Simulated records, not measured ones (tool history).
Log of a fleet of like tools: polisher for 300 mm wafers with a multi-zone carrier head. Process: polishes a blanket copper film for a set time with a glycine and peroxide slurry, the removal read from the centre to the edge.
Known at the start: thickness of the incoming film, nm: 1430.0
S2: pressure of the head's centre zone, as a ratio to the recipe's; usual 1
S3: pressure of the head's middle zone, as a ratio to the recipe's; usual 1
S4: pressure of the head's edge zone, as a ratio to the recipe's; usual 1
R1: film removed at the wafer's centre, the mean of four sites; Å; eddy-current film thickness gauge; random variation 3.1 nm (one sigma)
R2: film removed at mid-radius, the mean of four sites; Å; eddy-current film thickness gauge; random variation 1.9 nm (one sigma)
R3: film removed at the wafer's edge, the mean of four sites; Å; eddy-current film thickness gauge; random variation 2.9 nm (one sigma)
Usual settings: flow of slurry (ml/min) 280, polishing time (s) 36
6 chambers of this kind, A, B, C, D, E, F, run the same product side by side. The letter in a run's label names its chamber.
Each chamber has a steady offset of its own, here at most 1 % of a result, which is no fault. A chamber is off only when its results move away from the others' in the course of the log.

At day 0.167: chamber C: worn pad replaced by a new one.
Run 1C, day 0.288: usual settings. Result: R1 2433.5 Å, R2 2407.2 Å, R3 2436.6 Å.
Run 2F, day 0.475: usual settings. Result: R1 2434.3 Å, R2 2415.2 Å, R3 2389.7 Å.
Run 3A, day 0.767: usual settings. Result: R1 2425.8 Å, R2 2426.3 Å, R3 2417.9 Å.
Run 4B, day 1: usual settings. Result: R1 2409.9 Å, R2 2383.5 Å, R3 2450.6 Å.
At day 1.062: chamber A: worn pad replaced by a new one.
Run 5D, day 1.304: usual settings. Result: R1 2330.9 Å, R2 2426.1 Å, R3 2353.7 Å.
Run 6E, day 1.446: usual settings. Result: R1 2392.1 Å, R2 2400.7 Å, R3 2453.8 Å.
Run 7E, day 1.75: usual settings. Result: R1 2422.5 Å, R2 2397.7 Å, R3 2465 Å.
At day 1.825: chamber B: worn pad replaced by a new one.
At day 1.854: chamber E: worn pad replaced by a new one.
At day 1.942: chamber F: slurry nozzle cleaned.
Run 8D, day 1.988: usual settings. Result: R1 2381.7 Å, R2 2407.1 Å, R3 2413.7 Å.
At day 2.033: chamber D: worn pad replaced by a new one.
Run 9F, day 2.233: usual settings but S3 1.08. Result: R1 2408.2 Å, R2 2557.5 Å, R3 2368.8 Å.
Run 10A, day 2.388: usual settings but S3 1.08. Result: R1 2441.2 Å, R2 2608.7 Å, R3 2425.6 Å.
Run 11C, day 2.692: usual settings but S3 1.08. Result: R1 2420.1 Å, R2 2604.8 Å, R3 2406 Å.
Run 12B, day 2.892: usual settings but S3 1.08. Result: R1 2389.3 Å, R2 2584.7 Å, R3 2355.6 Å.
At day 2.988: chamber C: worn pad replaced by a new one.
Run 13C, day 3.162: usual settings but S3 1.08. Result: R1 2472.4 Å, R2 2590.8 Å, R3 2413.6 Å.
At day 3.192: chamber A: worn pad replaced by a new one.
Run 14A, day 3.325: usual settings but S3 1.08. Result: R1 2423.2 Å, R2 2573.2 Å, R3 2442 Å.
Run 15D, day 3.479: usual settings but S4 1.1. Result: R1 2410.6 Å, R2 2398.7 Å, R3 2507.7 Å.
At day 3.558: chamber C: slurry nozzle cleaned.
Run 16E, day 3.65: usual settings but S4 1.1. Result: R1 2417 Å, R2 2423.5 Å, R3 2522 Å.
Run 17F, day 3.958: usual settings but S4 1.1. Result: R1 2342.9 Å, R2 2415 Å, R3 2587 Å.
At day 3.996: chamber F: worn pad replaced by a new one.
At day 4.171: chamber B: worn pad replaced by a new one.
Run 18B, day 4.225: usual settings but S4 1.1. Result: R1 2399.9 Å, R2 2400.9 Å, R3 2488.4 Å.
Run 19D, day 4.529: usual settings but S4 1.1. Result: R1 2417.6 Å, R2 2384.3 Å, R3 2470.9 Å.
Run 20F, day 4.817: usual settings but S4 1.1. Result: R1 2394.3 Å, R2 2438 Å, R3 2501.7 Å.
Run 21B, day 4.975: usual settings. Result: R1 2391.6 Å, R2 2419.4 Å, R3 2384.7 Å.
Run 22C, day 5.246: usual settings. Result: R1 2413.2 Å, R2 2407.9 Å, R3 2432.1 Å.
At day 5.404: chamber A: worn pad replaced by a new one.
At day 5.425: chamber E: worn pad replaced by a new one.
Run 23A, day 5.425: usual settings. Result: R1 2447.5 Å, R2 2434.3 Å, R3 2397.7 Å.
Run 24E, day 5.721: usual settings but flow of slurry (ml/min) 195, S3 1.09. Result: R1 2275.9 Å, R2 2485.8 Å, R3 2297.8 Å.
At day 5.879: chamber D: worn pad replaced by a new one.
Run 25B, day 5.979: usual settings but flow of slurry (ml/min) 195, S3 1.09. Result: R1 2300.2 Å, R2 2483.1 Å, R3 2314.5 Å.
At day 5.992: chamber C: worn pad replaced by a new one.
Run 26E, day 6.138: usual settings but flow of slurry (ml/min) 195, S3 1.09. Result: R1 2251.9 Å, R2 2430.3 Å, R3 2354.4 Å.
Run 27A, day 6.379: usual settings but flow of slurry (ml/min) 195, S3 1.09. Result: R1 2320.4 Å, R2 2522.2 Å, R3 2351.7 Å.
At day 6.567: chamber B: centre zone pressure recalibrated.
Run 28F, day 6.658: usual settings but flow of slurry (ml/min) 195, S3 1.09. Result: R1 2296.3 Å, R2 2495.6 Å, R3 2298.4 Å.
At day 6.717: chamber B: worn pad replaced by a new one.
Run 29D, day 6.917: usual settings but flow of slurry (ml/min) 195, S3 1.09. Result: R1 2299.1 Å, R2 2483.2 Å, R3 2359.3 Å.
Run 30C, day 7.167: usual settings. Result: R1 2417.1 Å, R2 2410.8 Å, R3 2372.1 Å.
Run 31B, day 7.367: usual settings but flow of slurry (ml/min) 245, S3 0.89. Result: R1 2333.5 Å, R2 2123 Å, R3 2400 Å.
Run 32A, day 7.533: usual settings but flow of slurry (ml/min) 245, S3 0.89. Result: R1 2360.7 Å, R2 2137.2 Å, R3 2340.5 Å.
At day 7.617: chamber A: worn pad replaced by a new one.
Run 33E, day 7.783: usual settings but flow of slurry (ml/min) 245, S3 0.89. Result: R1 2284.7 Å, R2 2131.2 Å, R3 2425 Å.
At day 7.792: chamber A: slurry nozzle cleaned.
At day 8.004: chamber F: edge zone pressure recalibrated.
Run 34F, day 8.008: usual settings but flow of slurry (ml/min) 245, S3 0.89. Result: R1 2449 Å, R2 2119.2 Å, R3 2357.7 Å.
Run 35C, day 8.175: usual settings but flow of slurry (ml/min) 245, S3 0.89. Result: R1 2427.6 Å, R2 2115.5 Å, R3 2402.1 Å.
Run 36D, day 8.421: usual settings but flow of slurry (ml/min) 245, S3 0.89. Result: R1 2374.6 Å, R2 2126.2 Å, R3 2401.1 Å.
At day 8.55: chamber E: edge zone pressure recalibrated.
Run 37F, day 8.675: usual settings. Result: R1 2389.7 Å, R2 2426.3 Å, R3 2384.7 Å.
At day 8.692: chamber E: worn pad replaced by a new one.
At day 8.942: chamber C: worn pad replaced by a new one.
Run 38D, day 8.979: usual settings. Result: R1 2416.1 Å, R2 2408 Å, R3 2391.5 Å.
At day 8.983: chamber B: worn pad replaced by a new one.
Run 39B, day 9.175: usual settings. Result: R1 2414.2 Å, R2 2387.2 Å, R3 2382.6 Å.
At day 9.204: chamber A: edge zone pressure recalibrated.
Run 40C, day 9.458: usual settings. Result: R1 2444 Å, R2 2414.8 Å, R3 2355 Å.
Run 41E, day 9.762: usual settings. Result: R1 2405.2 Å, R2 2373.4 Å, R3 2419.6 Å.
At day 10.012: chamber A: worn pad replaced by a new one.
Run 42A, day 10.017: usual settings. Result: R1 2410.7 Å, R2 2412.7 Å, R3 2421 Å.

Is one chamber off against the others, does the gauge drift, or is nothing wrong? If a chamber is off, say which, and what the likeliest cause is.

No chamber stands off beyond its own small offset, and the gauge holds steady.
